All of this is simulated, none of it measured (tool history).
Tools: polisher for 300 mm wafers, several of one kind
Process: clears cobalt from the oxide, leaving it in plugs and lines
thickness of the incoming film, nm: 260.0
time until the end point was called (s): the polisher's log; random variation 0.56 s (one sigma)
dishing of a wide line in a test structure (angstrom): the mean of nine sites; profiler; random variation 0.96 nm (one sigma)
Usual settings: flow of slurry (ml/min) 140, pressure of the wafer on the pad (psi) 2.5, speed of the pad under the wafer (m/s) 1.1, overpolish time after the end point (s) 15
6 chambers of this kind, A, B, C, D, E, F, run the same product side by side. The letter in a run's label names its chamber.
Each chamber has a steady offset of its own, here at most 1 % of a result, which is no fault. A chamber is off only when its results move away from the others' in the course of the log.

run	hour	flow of slurry (ml/min)	pressure of the wafer on the pad (psi)	speed of the pad under the wafer (m/s)	overpolish time after the end point (s)	wafers polished on this pad	hours since the slurry nozzle was cleaned	hours since the head pressure was calibrated	time until the end point was called (s)	dishing of a wide line in a test structure (angstrom)
1B	6.8	140	2.5	1.1	15	745	16.9	500.8	34.083	572.15
# hour 7.1: chamber B: worn pad replaced by a new one
2C	14.7	140	2.5	1.1	15	448	231.2	567.8	33.933	566.96
3D	18.9	140	2.5	1.1	15	627	205.7	653.4	34.335	573.32
4F	23.1	140	2.5	1.1	15	289	183.4	463	34.307	548.91
5A	30.1	140	2.5	1.1	15	827	83.5	95.9	33.757	550.45
6E	35.3	140	2.5	1.1	15	643	119.5	545.5	34.911	559.6
7E	39.3	165	2.5	1.1	15	676	123.5	549.5	33.479	563.04
# hour 40.1: chamber E: worn pad replaced by a new one
8A	47.1	165	2.5	1.1	15	968	100.5	112.9	33.796	555.24
# hour 49.9: chamber A: worn pad replaced by a new one
9B	54.7	165	2.5	1.1	15	395	64.8	548.7	34.841	570.15
10D	61.1	165	2.5	1.1	15	977	247.9	695.6	33.564	576.28
11F	67.6	165	2.5	1.1	15	658	227.9	507.5	34.089	589.13
12C	71.3	165	2.5	1.1	15	918	287.8	624.4	34.181	573.56
13B	77.1	105	3.2	1.1	15	581	87.2	571.1	28.047	585.62
14E	83.9	105	3.2	1.1	15	363	168.1	594.1	28.142	599.3
# hour 85.4: chamber D: slurry nozzle cleaned
# hour 87: chamber D: worn pad replaced by a new one
15A	90.4	105	3.2	1.1	15	336	143.8	156.2	29.516	599.17
# hour 91.4: chamber B: worn pad replaced by a new one
16C	96.6	105	3.2	1.1	15	1128	313.1	649.7	29.176	571.25
# hour 98: chamber C: worn pad replaced by a new one
17D	102.5	105	3.2	1.1	15	129	17.2	737	28.179	618.6
# hour 108.9: chamber E: head pressure recalibrated
18F	110.4	105	3.2	1.1	15	1013	270.7	550.3	29.503	608.08
# hour 114.1: chamber F: worn pad replaced by a new one
19B	115.1	140	2.5	1.1	15	196	125.2	609.1	34.464	560.1
# hour 116: chamber E: worn pad replaced by a new one
20D	122.6	140	2.5	1.1	15	296	37.3	757.1	33.775	582.95
# hour 123: chamber C: head pressure recalibrated
21A	130.2	140	2.5	1.1	15	666	183.6	196	34.343	549.07
22E	134.1	140	2.5	1.1	15	150	218.3	25.3	38.478	539.37
23F	137.7	140	2.5	1.1	15	196	298	577.6	34.792	568.59
24C	145.2	140	2.5	1.1	15	391	361.7	22.3	34.434	550.35
25A	153	140	2.5	1.1	15	856	206.4	218.8	34.037	540.65
26B	160.4	140	2.5	1.1	15	572	170.5	654.4	34.165	554.95
# hour 160.9: chamber B: head pressure recalibrated
27D	166.7	140	2.5	1.1	15	662	81.4	801.2	34.388	562.11
28C	170.3	140	2.5	1.1	15	600	386.8	47.4	33.701	544.68
# hour 175: chamber A: worn pad replaced by a new one
29F	178	140	2.5	1.1	15	530	338.3	617.9	35.073	557.48
30E	184.8	140	2.5	1.1	15	571	269	76	37.885	540.18
# hour 189.8: chamber E: worn pad replaced by a new one
# hour 190.4: chamber B: worn pad replaced by a new one
31A	191.6	140	2.5	1.1	15	138	245	257.4	34.327	564.78
32F	195.2	140	2.5	1.1	15	673	355.5	635.1	34.541	554.92
33C	202.4	140	2.5	1.1	15	866	418.9	79.5	34.694	561.86
# hour 204.3: chamber E: slurry nozzle cleaned
34B	209.1	140	2.5	1.1	15	155	219.2	48.3	33.746	565.73
# hour 211.8: chamber C: slurry nozzle cleaned
35E	216.4	140	2.5	1.1	15	220	12.1	107.6	39.399	539.71
36D	221.1	140	2.5	1.1	15	1113	135.8	855.6	32.877	566.55
# hour 227.7: chamber C: worn pad replaced by a new one
37B	228	140	2.5	1.1	15	312	238.1	67.2	35.037	561.77
38E	232.9	140	3.1	1.1	15	357	28.6	124.1	30.579	594.65
# hour 233.1: chamber F: worn pad replaced by a new one
39F	237.4	140	3.1	1.1	15	35	397.7	677.3	27.89	593.4
40C	245.2	140	3.1	1.1	15	145	33.5	122.3	27.332	601.88

Next, every chamber runs the same settings. What will each give?
41A	250.9	140	2.5	1.1	15				?	?
41B	250.9	140	2.5	1.1	15				?	?
41C	250.9	140	2.5	1.1	15				?	?
41D	250.9	140	2.5	1.1	15				?	?
41E	250.9	140	2.5	1.1	15				?	?
41F	250.9	140	2.5	1.1	15				?	?

run	time until the end point was called (s)	dishing of a wide line in a test structure (angstrom)
41A	35.678	570.92
41B	33.835	544.12
41C	33.324	554.55
41D	34.583	578.23
41E	37.946	537.39
41F	34.69	569.92
